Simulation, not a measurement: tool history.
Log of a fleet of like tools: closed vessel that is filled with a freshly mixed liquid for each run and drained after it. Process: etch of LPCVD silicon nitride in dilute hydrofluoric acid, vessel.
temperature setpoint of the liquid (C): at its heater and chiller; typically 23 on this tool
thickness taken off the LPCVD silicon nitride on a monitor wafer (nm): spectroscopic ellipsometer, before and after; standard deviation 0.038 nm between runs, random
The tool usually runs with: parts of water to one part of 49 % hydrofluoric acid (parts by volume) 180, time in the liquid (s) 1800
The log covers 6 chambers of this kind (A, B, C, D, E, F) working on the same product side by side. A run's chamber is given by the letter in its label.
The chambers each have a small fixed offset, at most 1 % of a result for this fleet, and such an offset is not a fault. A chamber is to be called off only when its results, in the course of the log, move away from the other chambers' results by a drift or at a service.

run	hour	temperature setpoint of the liquid (C)	parts of water to one part of 49 % hydrofluoric acid (parts by volume)	time in the liquid (s)	hours since the thermometer was replaced	hours since the hydrofluoric acid flow meter was replaced	read-back film thickness of the LPCVD silicon nitride reference wafer, read on the same gauge (nm)	thickness taken off the LPCVD silicon nitride on a monitor wafer (nm)
1F	5.5	23	180	1800	1134.5	760.8	50.016	5.1789
2B	10.8	23	180	1800	1238.7	981.7	49.93	5.2131
3D	13.8	23	180	1800	850.5	1764	49.984	5.2515
4E	18.7	23	180	1800	624.9	618.7	49.955	5.3313
5A	22.6	23	180	1800	546.3	879.7	49.972	5.2982
# hour 24.9: chamber B: thermometer replaced
6C	28.5	23	180	1800	1126.8	99	50.016	5.2224
7A	33.9	23	180	1800	557.6	891	49.994	5.2221
8E	38.6	23	180	1800	644.8	638.6	49.958	5.2685
# hour 39.8: chamber A: thermometer replaced
9F	41.8	23	225	1800	1170.8	797.1	50.008	4.2284
10B	45.5	23	225	1800	20.6	1016.4	50.008	4.1567
11C	50.9	23	225	1800	1149.2	121.4	49.984	4.2352
12D	56.2	23	225	1800	892.9	1806.4	49.988	4.2111
13C	59	23	225	1800	1157.3	129.5	49.987	4.1689
14B	63.4	23	225	1800	38.5	1034.3	49.98	4.1583
15D	66.4	23	180	1800	903.1	1816.6	49.973	5.2329
16E	69.8	23	250	1800	676	669.8	50.015	3.8468
17A	72.8	23	250	1800	33	929.9	50.02	3.8468
18F	75.8	23	250	1800	1204.8	831.1	49.998	3.6965
19D	80.5	23	250	1800	917.2	1830.7	49.978	3.7539
20F	85.1	23	250	1800	1214.1	840.4	50	3.7061
21C	90.4	23	250	1800	1188.7	160.9	50.041	3.774
22B	93.4	23	180	1800	68.5	1064.3	50.001	5.2919
23E	99.2	23	180	1800	705.4	699.2	49.98	5.362
24A	103.8	23	180	1800	64	960.9	50.028	5.2395
25A	107.8	23	180	1800	68	964.9	49.954	5.2398
26E	111.7	23	180	1800	717.9	711.7	50.011	5.2753
27B	114.7	23	240	1800	89.8	1085.6	50.015	3.935
28C	118.4	23	240	1800	1216.7	188.9	50.009	3.9547
29F	124.1	23	240	1800	1253.1	879.4	50.041	3.8429
# hour 126: chamber F: hydrofluoric acid flow meter replaced
30D	128.9	23	240	1800	965.6	1879.1	50.026	3.9278
31F	133.3	23	240	1800	1262.3	7.3	50.001	3.7716
32A	137	23	240	1800	97.2	994.1	49.965	3.9687
33B	142.6	23	180	1800	117.7	1113.5	50.019	5.2494
34C	145.3	23	180	2845	1243.6	215.8	50.001	8.2831
35E	148.1	23	180	2845	754.3	748.1	49.986	8.4263
36D	152.3	23	180	2845	989	1902.5	49.992	8.2429
37C	157.6	23	180	2845	1255.9	228.1	49.969	8.4024
38B	161.5	23	180	2845	136.6	1132.4	50.002	8.3221

Has any chamber moved away from the others, gradually or after a service, or does the common gauge drift, or do the chambers differ only by their own small steady offsets? State the chamber and the most likely cause if one applies.

One chamber, F, drifts off from the rest bit by bit.
Cause: liquid colder than its thermometer reads (K) = 0.793.

Here are 4 candidates for chamber F's next run, each the usual settings with a change, their results left as question marks. Which one brings its results back in line with what the others give on the usual settings?
Maximum distance from the other chambers' mean on the usual settings for a result to count as in line: thickness taken off the LPCVD silicon nitride on a monitor wafer (nm) 0.13
39F-1	165.8	22	180	1800				?
39F-2	165.8	23	180	1995				?
39F-3	165.8	23	180	1905				?
39F-4	165.8	22.5	195	1800				?

Other chambers, usual settings, mean: thickness taken off the LPCVD silicon nitride on a monitor wafer (nm) 5.2635
run	thickness taken off the LPCVD silicon nitride on a monitor wafer (nm)
39F-1	4.6352
39F-2	5.4864
39F-3	5.2389
39F-4	4.4295
Change 39F-3 lands the chamber within the allowed miss of the other chambers.
